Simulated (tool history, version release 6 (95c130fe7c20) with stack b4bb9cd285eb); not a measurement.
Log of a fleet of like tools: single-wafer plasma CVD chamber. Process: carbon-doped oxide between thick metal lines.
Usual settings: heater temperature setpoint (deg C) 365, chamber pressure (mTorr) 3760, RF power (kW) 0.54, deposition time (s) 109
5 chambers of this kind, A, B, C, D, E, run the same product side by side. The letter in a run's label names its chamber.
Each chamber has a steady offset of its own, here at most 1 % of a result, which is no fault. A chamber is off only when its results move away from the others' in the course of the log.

run	hour	heater temperature setpoint (deg C)	chamber pressure (mTorr)	RF power (kW)	deposition time (s)	hours since the last thermocouple change	hours since the last RF generator calibration	hours since the last manometer calibration	read-back reference wafer on the same gauge, thickness_nm	mean film thickness on the monitor wafer (angstrom)
1C	5.4	365	3760	0.54	109	1608.3	2191.5	991.9	479.8	5289.5
2D	12.8	365	3760	0.54	109	646.1	628.9	1840.3	479.63	5367.1
# hour 15: chamber C: capacitance manometer re-zeroed and calibrated
3B	22.1	365	3760	0.54	109	520.5	597.4	429.8	479.67	5328.5
4E	27.7	365	3760	0.54	109	725.5	725.7	142.4	479.53	5297.1
5A	35.4	365	3760	0.54	94	1418.2	603	898.1	479.62	4608
6A	42.5	365	3760	0.54	94	1425.3	610.1	905.2	479.43	4604.1
7C	47.9	365	3760	0.54	94	1650.8	2234	33	479.36	4579.1
8B	55.6	365	3760	0.54	94	554	630.9	463.3	479.25	4596.6
9D	62.3	365	3760	0.54	94	695.6	678.4	1889.8	479.29	4625.1
10E	69.4	365	3760	0.54	109	767.2	767.4	184.1	479.26	5289.6
11A	75.1	371	3760	0.54	109	1457.9	642.7	937.8	479.12	5264.7
12C	82	371	3760	0.54	109	1684.9	2268.1	67.1	478.96	5211.8
13D	87.6	371	3760	0.54	109	720.9	703.7	1915.1	478.71	5280.9
14E	94.1	371	3760	0.54	109	791.9	792.1	208.8	478.72	5222.7
15B	99.3	371	3760	0.54	109	597.7	674.6	507	478.78	5253
16E	104.6	365	3760	0.54	109	802.4	802.6	219.3	478.71	5298.4
17C	113.3	365	3760	0.54	109	1716.2	2299.4	98.4	478.32	5288.8
18A	117.8	365	3760	0.54	109	1500.6	685.4	980.5	478.46	5329.7
19D	125.4	365	3760	0.54	109	758.7	741.5	1952.9	478.3	5347.8
20B	131.3	365	3760	0.54	109	629.7	706.6	539	478.19	5321
21E	136.2	365	3760	0.54	109	834	834.2	250.9	478.21	5276.9
22D	142.4	365	3760	0.54	109	775.7	758.5	1969.9	477.95	5332.9
23C	150.7	365	3760	0.54	109	1753.6	2336.8	135.8	477.98	5276.5
24A	158	354	3760	0.54	120	1540.8	725.6	1020.7	477.67	6006.2
25B	166.1	354	3760	0.54	120	664.5	741.4	573.8	477.75	5976.2
26E	172.9	354	3760	0.54	120	870.7	870.9	287.6	477.56	5973.8
27A	180.2	354	3760	0.54	120	1563	747.8	1042.9	477.52	6015.9
28C	188.6	354	3760	0.54	120	1791.5	2374.7	173.7	477.25	5947.1
29D	194	365	3760	0.54	109	827.3	810.1	2021.5	477.51	5337.7
30B	200	365	3760	0.54	109	698.4	775.3	607.7	477.36	5299.4
31A	209.6	365	3760	0.54	93	1592.4	777.2	1072.3	477.09	4553.1
32E	215.6	365	3760	0.54	93	913.4	913.6	330.3	476.9	4514.2
33D	220.8	365	3760	0.54	93	854.1	836.9	2048.3	477.03	4550.6
34C	229.2	365	3760	0.54	93	1832.1	2415.3	214.3	476.93	4495.1

Next, every chamber runs the same settings. What will each give?
35A	236.4	365	3760	0.54	109					?
35B	236.4	365	3760	0.54	109					?
35C	236.4	365	3760	0.54	109					?
35D	236.4	365	3760	0.54	109					?
35E	236.4	365	3760	0.54	109					?

run	mean film thickness on the monitor wafer (angstrom)
35A	5313
35B	5285.5
35C	5254.5
35D	5324.7
35E	5278.7
